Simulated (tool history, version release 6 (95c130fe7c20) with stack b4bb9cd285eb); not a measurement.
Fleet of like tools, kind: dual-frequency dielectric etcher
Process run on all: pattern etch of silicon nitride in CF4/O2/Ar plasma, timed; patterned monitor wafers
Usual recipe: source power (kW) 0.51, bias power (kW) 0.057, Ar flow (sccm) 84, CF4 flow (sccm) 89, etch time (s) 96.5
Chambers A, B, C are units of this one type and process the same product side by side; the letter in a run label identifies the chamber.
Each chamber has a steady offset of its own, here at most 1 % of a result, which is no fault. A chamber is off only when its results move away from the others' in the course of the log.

run	hour	source power (kW)	bias power (kW)	Ar flow (sccm)	CF4 flow (sccm)	etch time (s)	hours since the last wet clean	hours since the last source power generator calibration	hours since the last bias power generator calibration	hours since the last Ar flow controller change	hours since the last CF4 flow controller change	read-back reference wafer on the same gauge, depth_nm	mean etch depth across the wafer (angstrom)
1B	11.1	0.51	0.057	84	89	96.5	118.1	1251	3584	875.4	982.3	164.05	1969.6
2A	22.4	0.51	0.057	84	89	96.5	370.3	815.8	1857	310.4	1341.7	164.11	1987.4
3C	28.8	0.51	0.057	84	89	96.5	241.6	2595.6	2225	2211.7	1479.1	164.14	1976.1
# hour 34.9: chamber A: wet clean of the chamber
4C	35.7	0.51	0.057	84	89	96.5	248.5	2602.5	2231.9	2218.6	1486	164.18	1979.3
5A	47.9	0.51	0.057	84	89	96.5	13.1	841.3	1882.5	335.9	1367.2	164.21	1981.4
6B	59.6	0.51	0.057	84	89	96.5	166.6	1299.5	3632.5	923.9	1030.8	164.21	1974.3
7B	65.7	0.62	0.057	84	89	96.5	172.7	1305.6	3638.6	930	1036.9	164.26	2338.4
8C	78.6	0.62	0.057	84	89	96.5	291.4	2645.4	2274.8	2261.5	1528.9	164.38	2340.3
9A	89.8	0.62	0.057	84	89	96.5	55	883.2	1924.4	377.8	1409.1	164.46	2352.6
10C	96	0.51	0.057	84	89	96.5	308.8	2662.8	2292.2	2278.9	1546.3	164.45	1976.5
11B	106.1	0.51	0.057	84	89	96.5	213.1	1346	3679	970.4	1077.3	164.49	1973.9
12A	117.7	0.51	0.057	84	89	96.5	82.9	911.1	1952.3	405.7	1437	164.45	1988.5
13C	127.7	0.51	0.057	84	89	96.5	340.5	2694.5	2323.9	2310.6	1578	164.61	1978.1
14A	134.4	0.51	0.057	84	89	96.5	99.6	927.8	1969	422.4	1453.7	164.59	1993.2
15B	146.3	0.51	0.057	84	89	96.5	253.3	1386.2	3719.2	1010.6	1117.5	164.67	1978.9
16C	154.3	0.51	0.057	84	89	96.5	367.1	2721.1	2350.5	2337.2	1604.6	164.69	1980.9
17B	167.1	0.51	0.057	84	89	96.5	274.1	1407	3740	1031.4	1138.3	164.76	1982.1
18A	175.9	0.51	0.057	84	89	96.5	141.1	969.3	2010.5	463.9	1495.2	164.76	1994.1
# hour 180.2: chamber B: bias power generator calibrated
19B	185.5	0.51	0.057	84	89	96.5	292.5	1425.4	5.3	1049.8	1156.7	164.82	1981.2
20C	191.3	0.51	0.057	84	89	96.5	404.1	2758.1	2387.5	2374.2	1641.6	164.88	1991.4
21A	198.6	0.51	0.057	84	89	96.5	163.8	992	2033.2	486.6	1517.9	164.88	1998.4
22B	206.8	0.51	0.057	84	89	96.5	313.8	1446.7	26.6	1071.1	1178	164.95	1980.1
23A	216.1	0.51	0.057	84	89	96.5	181.3	1009.5	2050.7	504.1	1535.4	165.05	1997.1
24C	221.9	0.51	0.057	84	89	96.5	434.7	2788.7	2418.1	2404.8	1672.2	165.04	1987.2

Next, every chamber runs the same settings. What will each give?
25A	231.4	0.51	0.057	84	89	74							?
25B	231.4	0.51	0.057	84	89	74							?
25C	231.4	0.51	0.057	84	89	74							?

run	mean etch depth across the wafer (angstrom)
25A	1533.1
25B	1522.5
25C	1524
